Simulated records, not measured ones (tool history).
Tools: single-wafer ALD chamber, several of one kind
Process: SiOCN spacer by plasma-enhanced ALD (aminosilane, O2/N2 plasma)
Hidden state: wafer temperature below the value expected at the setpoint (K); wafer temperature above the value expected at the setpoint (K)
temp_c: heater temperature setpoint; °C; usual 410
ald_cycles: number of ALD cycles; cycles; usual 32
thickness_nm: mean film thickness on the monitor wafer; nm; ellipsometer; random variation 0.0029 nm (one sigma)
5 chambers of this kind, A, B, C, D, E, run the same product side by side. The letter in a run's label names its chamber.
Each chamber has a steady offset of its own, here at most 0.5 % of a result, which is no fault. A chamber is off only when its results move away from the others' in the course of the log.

run   hour  temp_c  ald_cycles  hours since the last thermocouple change  read-back reference wafer on the same gauge, thickness_nm  thickness_nm
 1B    3.7     410          32                                    1049.9                                                     1.6301         1.863
 2A   11.2     410          32                                     136.3                                                       1.63        1.8776
 3C   16.4     410          32                                    1041.7                                                     1.6312        1.8619
 4D   20.8     410          32                                    1166.9                                                     1.6308        1.8801
 5E     28     405          27                                    1072.9                                                     1.6314        1.6024
      29.5  -- chamber E: thermocouple changed; heater temperature recalibrated
 6C   32.2     405          27                                    1057.5                                                     1.6319         1.604
 7E   37.8     405          27                                       8.3                                                     1.6323        1.5995
 8A     46     405          27                                     171.1                                                     1.6315        1.6132
 9B   52.4     405          27                                    1098.6                                                     1.6325        1.6008
10D   56.1     410          32                                    1202.2                                                      1.632        1.8797
11A   64.6     402          37                                     189.7                                                     1.6326         2.231
12B   70.3     402          37                                    1116.5                                                     1.6332        2.2134
      73.3  -- chamber D: thermocouple changed; heater temperature recalibrated
13E     78     402          37                                      48.5                                                     1.6337        2.2115
14C   82.7     402          37                                      1108                                                     1.6338        2.2183
15D   90.6     402          37                                      17.4                                                     1.6328        2.2258
16B     96     410          32                                    1142.2                                                     1.6339        1.8685
17D  103.6     410          32                                      30.4                                                     1.6346          1.88
18A  111.4     410          32                                     236.5                                                     1.6347        1.8867
19C  116.3     424          38                                    1141.6                                                     1.6347        2.1236
20E  123.6     424          38                                      94.1                                                     1.6352        2.1231
21A  130.6     424          38                                     255.7                                                     1.6356        2.1467
22D    135     424          38                                      61.8                                                     1.6349        2.1306
23B  141.6     424          38                                    1187.8                                                     1.6357        2.1197
24C  147.6     410          32                                    1172.9                                                     1.6356        1.8738
25E  155.4     410          32                                     125.9                                                     1.6367        1.8763
26A  161.4     410          32                                     286.5                                                     1.6367        1.8881
27B  166.1     410          32                                    1212.3                                                     1.6376        1.8738
28E    173     410          32                                     143.5                                                     1.6372        1.8704
29C  180.9     410          32                                    1206.2                                                     1.6376          1.88
30D  186.9     410          32                                     113.7                                                     1.6378        1.8832
31E  193.9     410          32                                     164.4                                                     1.6379        1.8713
32B  198.2     410          32                                    1244.4                                                     1.6373         1.872
33A  205.3     410          32                                     330.4                                                     1.6382        1.8849
34D  212.2     410          32                                       139                                                     1.6386        1.8845
35C  217.9     410          32                                    1243.2                                                      1.639        1.8773
36E  222.3     410          32                                     192.8                                                     1.6393        1.8721
37A  229.9     410          32                                       355                                                     1.6397        1.8923
38D  233.7     410          30                                     160.5                                                     1.6399        1.7705
39B  238.4     410          30                                    1284.6                                                     1.6402        1.7545
40C  242.2     410          30                                    1267.5                                                     1.6405        1.7622

Next, every chamber runs the same settings. What will each give?
41A  248.3     423          32                                                                                                                  ?
41B  248.3     423          32                                                                                                                  ?
41C  248.3     423          32                                                                                                                  ?
41D  248.3     423          32                                                                                                                  ?
41E  248.3     423          32                                                                                                                  ?

run  thickness_nm
41A        1.8178
41B        1.7986
41C         1.798
41D        1.8134
41E        1.7984

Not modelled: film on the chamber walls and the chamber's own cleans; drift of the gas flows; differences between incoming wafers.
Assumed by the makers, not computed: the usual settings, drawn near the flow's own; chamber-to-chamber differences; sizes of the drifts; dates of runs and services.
